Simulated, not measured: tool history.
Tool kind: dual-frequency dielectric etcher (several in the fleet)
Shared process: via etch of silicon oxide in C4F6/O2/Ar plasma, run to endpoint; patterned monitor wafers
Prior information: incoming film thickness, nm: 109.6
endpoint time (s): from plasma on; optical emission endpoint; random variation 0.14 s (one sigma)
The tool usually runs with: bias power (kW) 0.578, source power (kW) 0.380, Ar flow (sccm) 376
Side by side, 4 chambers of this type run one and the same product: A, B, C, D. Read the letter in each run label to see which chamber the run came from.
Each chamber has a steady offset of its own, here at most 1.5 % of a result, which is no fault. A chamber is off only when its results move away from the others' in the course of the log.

run 1A hour=8.2 | bias_power_(kW)=0.578 source_power_(kW)=0.380 Ar_flow_(sccm)=376 | endpoint_time_(s)=24.074
run 2B hour=18.2 | bias_power_(kW)=0.578 source_power_(kW)=0.380 Ar_flow_(sccm)=376 | endpoint_time_(s)=23.884
run 3D hour=23.5 | bias_power_(kW)=0.578 source_power_(kW)=0.380 Ar_flow_(sccm)=376 | endpoint_time_(s)=24.233
run 4C hour=31.5 | bias_power_(kW)=0.578 source_power_(kW)=0.380 Ar_flow_(sccm)=376 | endpoint_time_(s)=24.073
run 5D hour=36.6 | bias_power_(kW)=0.578 source_power_(kW)=0.380 Ar_flow_(sccm)=376 | endpoint_time_(s)=24.123
-- hour=42.3 chamber B: wet clean of the chamber
run 6C hour=46.4 | bias_power_(kW)=0.578 source_power_(kW)=0.380 Ar_flow_(sccm)=376 | endpoint_time_(s)=24.123
run 7A hour=55.8 | bias_power_(kW)=0.578 source_power_(kW)=0.380 Ar_flow_(sccm)=376 | endpoint_time_(s)=24.009
run 8B hour=62.7 | bias_power_(kW)=0.578 source_power_(kW)=0.380 Ar_flow_(sccm)=376 | endpoint_time_(s)=23.769
run 9A hour=69.9 | bias_power_(kW)=0.578 source_power_(kW)=0.380 Ar_flow_(sccm)=376 | endpoint_time_(s)=24.037
run 10C hour=75.3 | bias_power_(kW)=0.578 source_power_(kW)=0.380 Ar_flow_(sccm)=376 | endpoint_time_(s)=24.037
run 11B hour=82.9 | bias_power_(kW)=0.578 source_power_(kW)=0.440 Ar_flow_(sccm)=332 | endpoint_time_(s)=22.308
-- hour=85.1 chamber A: wet clean of the chamber
run 12D hour=88.1 | bias_power_(kW)=0.578 source_power_(kW)=0.440 Ar_flow_(sccm)=332 | endpoint_time_(s)=22.580
run 13D hour=98.3 | bias_power_(kW)=0.578 source_power_(kW)=0.440 Ar_flow_(sccm)=332 | endpoint_time_(s)=22.548
run 14B hour=107.7 | bias_power_(kW)=0.578 source_power_(kW)=0.440 Ar_flow_(sccm)=332 | endpoint_time_(s)=22.657
run 15A hour=118.1 | bias_power_(kW)=0.578 source_power_(kW)=0.380 Ar_flow_(sccm)=376 | endpoint_time_(s)=22.997
run 16C hour=128.2 | bias_power_(kW)=0.578 source_power_(kW)=0.380 Ar_flow_(sccm)=376 | endpoint_time_(s)=24.125
run 17D hour=135.8 | bias_power_(kW)=0.578 source_power_(kW)=0.380 Ar_flow_(sccm)=376 | endpoint_time_(s)=24.175
run 18A hour=140.8 | bias_power_(kW)=0.578 source_power_(kW)=0.380 Ar_flow_(sccm)=376 | endpoint_time_(s)=23.106
run 19C hour=151.5 | bias_power_(kW)=0.578 source_power_(kW)=0.380 Ar_flow_(sccm)=376 | endpoint_time_(s)=24.172
run 20B hour=156.3 | bias_power_(kW)=0.578 source_power_(kW)=0.380 Ar_flow_(sccm)=376 | endpoint_time_(s)=24.217
run 21C hour=163.3 | bias_power_(kW)=0.578 source_power_(kW)=0.380 Ar_flow_(sccm)=376 | endpoint_time_(s)=23.883
run 22B hour=172.6 | bias_power_(kW)=0.578 source_power_(kW)=0.380 Ar_flow_(sccm)=376 | endpoint_time_(s)=23.758
run 23D hour=183.2 | bias_power_(kW)=0.578 source_power_(kW)=0.380 Ar_flow_(sccm)=376 | endpoint_time_(s)=24.092
run 24A hour=189.9 | bias_power_(kW)=0.578 source_power_(kW)=0.380 Ar_flow_(sccm)=376 | endpoint_time_(s)=22.949
run 25D hour=197.2 | bias_power_(kW)=0.578 source_power_(kW)=0.380 Ar_flow_(sccm)=376 | endpoint_time_(s)=24.180
run 26B hour=205.7 | bias_power_(kW)=0.578 source_power_(kW)=0.380 Ar_flow_(sccm)=376 | endpoint_time_(s)=24.160
run 27A hour=211.9 | bias_power_(kW)=0.578 source_power_(kW)=0.440 Ar_flow_(sccm)=341 | endpoint_time_(s)=21.570
run 28C hour=219.0 | bias_power_(kW)=0.578 source_power_(kW)=0.440 Ar_flow_(sccm)=341 | endpoint_time_(s)=22.525
run 29C hour=229.8 | bias_power_(kW)=0.578 source_power_(kW)=0.440 Ar_flow_(sccm)=341 | endpoint_time_(s)=22.557
run 30B hour=236.9 | bias_power_(kW)=0.578 source_power_(kW)=0.440 Ar_flow_(sccm)=341 | endpoint_time_(s)=22.547
run 31D hour=247.0 | bias_power_(kW)=0.578 source_power_(kW)=0.380 Ar_flow_(sccm)=376 | endpoint_time_(s)=24.360
run 32A hour=251.8 | bias_power_(kW)=0.578 source_power_(kW)=0.380 Ar_flow_(sccm)=376 | endpoint_time_(s)=22.829
run 33C hour=259.7 | bias_power_(kW)=0.578 source_power_(kW)=0.380 Ar_flow_(sccm)=376 | endpoint_time_(s)=23.979
run 34D hour=270.0 | bias_power_(kW)=0.440 source_power_(kW)=0.300 Ar_flow_(sccm)=376 | endpoint_time_(s)=29.039
run 35A hour=275.5 | bias_power_(kW)=0.440 source_power_(kW)=0.300 Ar_flow_(sccm)=376 | endpoint_time_(s)=27.689
run 36B hour=283.2 | bias_power_(kW)=0.440 source_power_(kW)=0.300 Ar_flow_(sccm)=376 | endpoint_time_(s)=29.116

Decide between three cases: one chamber stands off from its peers, the gauge reading all wafers drifts, or nothing is wrong past each chamber's small offset. Where a chamber is off, say which and what most likely put it there.

A service on chamber A put it out of line with the rest.
What lies behind it: etch rate over this chamber's usual, % = 5.13.

Here are 4 candidates for chamber A's next run, each the usual settings with a change, their results left as question marks. Which one brings its results back in line with what the others give on the usual settings?
Maximum distance from the other chambers' mean on the usual settings for a result to count as in line: endpoint time (s) 0.510
run 37A-1 hour=291.0 | bias_power_(kW)=0.612 source_power_(kW)=0.400 Ar_flow_(sccm)=370 | endpoint_time_(s)=?
run 37A-2 hour=291.0 | bias_power_(kW)=0.640 source_power_(kW)=0.420 Ar_flow_(sccm)=364 | endpoint_time_(s)=?
run 37A-3 hour=291.0 | bias_power_(kW)=0.458 source_power_(kW)=0.380 Ar_flow_(sccm)=399 | endpoint_time_(s)=?
run 37A-4 hour=291.0 | bias_power_(kW)=0.544 source_power_(kW)=0.360 Ar_flow_(sccm)=382 | endpoint_time_(s)=?

Usual-settings mean across the other chambers: endpoint time (s) 24.051
run=37A-1 endpoint_time_(s)=21.967
run=37A-2 endpoint_time_(s)=21.169
run=37A-3 endpoint_time_(s)=25.205
run=37A-4 endpoint_time_(s)=23.978
37A-4 brings the chamber back in line.

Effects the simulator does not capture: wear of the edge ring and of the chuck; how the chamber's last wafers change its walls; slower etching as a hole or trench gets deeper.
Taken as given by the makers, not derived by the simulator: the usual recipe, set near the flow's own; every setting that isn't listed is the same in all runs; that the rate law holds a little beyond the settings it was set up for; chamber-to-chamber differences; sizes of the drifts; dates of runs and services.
